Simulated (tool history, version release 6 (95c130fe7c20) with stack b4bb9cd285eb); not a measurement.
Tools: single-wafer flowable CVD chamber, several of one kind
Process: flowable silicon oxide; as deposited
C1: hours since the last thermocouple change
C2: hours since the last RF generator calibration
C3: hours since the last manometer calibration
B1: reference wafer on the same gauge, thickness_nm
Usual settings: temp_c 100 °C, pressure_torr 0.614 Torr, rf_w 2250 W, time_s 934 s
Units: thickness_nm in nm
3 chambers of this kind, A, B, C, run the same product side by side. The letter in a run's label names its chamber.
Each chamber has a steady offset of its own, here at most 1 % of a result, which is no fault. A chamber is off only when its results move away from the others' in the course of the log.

run 1A hour=3.1 | temp_c=100 pressure_torr=0.614 rf_w=2250 time_s=934 | C1=212.8 C2=323.5 C3=845.6 | B1=335.21 | thickness_nm=409.18
run 2C hour=6.3 | temp_c=100 pressure_torr=0.614 rf_w=2250 time_s=934 | C1=528.9 C2=1128.3 C3=2352.5 | B1=335.02 | thickness_nm=405.23
run 3B hour=8.7 | temp_c=100 pressure_torr=0.614 rf_w=2250 time_s=934 | C1=1323.2 C2=1790.5 C3=666.5 | B1=335.25 | thickness_nm=405.65
run 4C hour=13.1 | temp_c=100 pressure_torr=0.614 rf_w=2250 time_s=934 | C1=535.7 C2=1135.1 C3=2359.3 | B1=335.22 | thickness_nm=405.03
run 5B hour=15.5 | temp_c=100 pressure_torr=0.614 rf_w=2250 time_s=934 | C1=1330.0 C2=1797.3 C3=673.3 | B1=335.26 | thickness_nm=405.71
run 6A hour=19.0 | temp_c=100 pressure_torr=0.614 rf_w=2250 time_s=934 | C1=228.7 C2=339.4 C3=861.5 | B1=335.42 | thickness_nm=409.68
run 7B hour=23.1 | temp_c=100 pressure_torr=0.614 rf_w=2250 time_s=934 | C1=1337.6 C2=1804.9 C3=680.9 | B1=335.42 | thickness_nm=405.96
run 8C hour=26.9 | temp_c=100 pressure_torr=0.614 rf_w=2250 time_s=934 | C1=549.5 C2=1148.9 C3=2373.1 | B1=335.51 | thickness_nm=405.12
run 9A hour=29.9 | temp_c=100 pressure_torr=0.614 rf_w=2250 time_s=934 | C1=239.6 C2=350.3 C3=872.4 | B1=335.43 | thickness_nm=410.50
run 10C hour=34.9 | temp_c=100 pressure_torr=0.614 rf_w=2250 time_s=934 | C1=557.5 C2=1156.9 C3=2381.1 | B1=335.70 | thickness_nm=405.64
run 11A hour=39.2 | temp_c=100 pressure_torr=0.614 rf_w=2250 time_s=934 | C1=248.9 C2=359.6 C3=881.7 | B1=335.61 | thickness_nm=408.99
run 12B hour=43.2 | temp_c=100 pressure_torr=0.614 rf_w=2250 time_s=934 | C1=1357.7 C2=1825.0 C3=701.0 | B1=335.73 | thickness_nm=406.62
run 13B hour=47.4 | temp_c=100 pressure_torr=0.614 rf_w=2250 time_s=934 | C1=1361.9 C2=1829.2 C3=705.2 | B1=335.72 | thickness_nm=406.75
run 14A hour=50.1 | temp_c=100 pressure_torr=0.614 rf_w=2250 time_s=934 | C1=259.8 C2=370.5 C3=892.6 | B1=335.77 | thickness_nm=410.53
run 15C hour=52.5 | temp_c=100 pressure_torr=0.614 rf_w=2250 time_s=934 | C1=575.1 C2=1174.5 C3=2398.7 | B1=335.89 | thickness_nm=405.39
run 16B hour=55.7 | temp_c=100 pressure_torr=0.614 rf_w=2250 time_s=934 | C1=1370.2 C2=1837.5 C3=713.5 | B1=335.95 | thickness_nm=406.85
run 17A hour=58.9 | temp_c=100 pressure_torr=0.614 rf_w=2250 time_s=934 | C1=268.6 C2=379.3 C3=901.4 | B1=335.83 | thickness_nm=409.74
run 18C hour=63.0 | temp_c=100 pressure_torr=0.614 rf_w=2250 time_s=934 | C1=585.6 C2=1185.0 C3=2409.2 | B1=336.09 | thickness_nm=405.75
run 19C hour=65.7 | temp_c=100 pressure_torr=0.614 rf_w=2250 time_s=934 | C1=588.3 C2=1187.7 C3=2411.9 | B1=336.24 | thickness_nm=406.01
run 20A hour=69.4 | temp_c=100 pressure_torr=0.614 rf_w=2250 time_s=934 | C1=279.1 C2=389.8 C3=911.9 | B1=336.17 | thickness_nm=410.19
run 21B hour=73.1 | temp_c=100 pressure_torr=0.614 rf_w=2250 time_s=787 | C1=1387.6 C2=1854.9 C3=730.9 | B1=336.30 | thickness_nm=343.32
run 22A hour=77.9 | temp_c=100 pressure_torr=0.614 rf_w=2250 time_s=787 | C1=287.6 C2=398.3 C3=920.4 | B1=336.28 | thickness_nm=346.22
run 23B hour=81.3 | temp_c=100 pressure_torr=0.614 rf_w=2250 time_s=787 | C1=1395.8 C2=1863.1 C3=739.1 | B1=336.26 | thickness_nm=343.14
run 24C hour=84.3 | temp_c=100 pressure_torr=0.614 rf_w=2250 time_s=934 | C1=606.9 C2=1206.3 C3=2430.5 | B1=336.41 | thickness_nm=406.47
run 25C hour=87.1 | temp_c=100 pressure_torr=0.614 rf_w=2250 time_s=934 | C1=609.7 C2=1209.1 C3=2433.3 | B1=336.43 | thickness_nm=406.74
run 26A hour=90.5 | temp_c=100 pressure_torr=0.614 rf_w=2250 time_s=934 | C1=300.2 C2=410.9 C3=933.0 | B1=336.43 | thickness_nm=410.37

Next, every chamber runs the same settings. What will each give?
run 27A hour=94.1 | temp_c=100 pressure_torr=0.614 rf_w=2250 time_s=934 | thickness_nm=?
run 27B hour=94.1 | temp_c=100 pressure_torr=0.614 rf_w=2250 time_s=934 | thickness_nm=?
run 27C hour=94.1 | temp_c=100 pressure_torr=0.614 rf_w=2250 time_s=934 | thickness_nm=?

run=27A thickness_nm=410.33
run=27B thickness_nm=408.48
run=27C thickness_nm=407.29
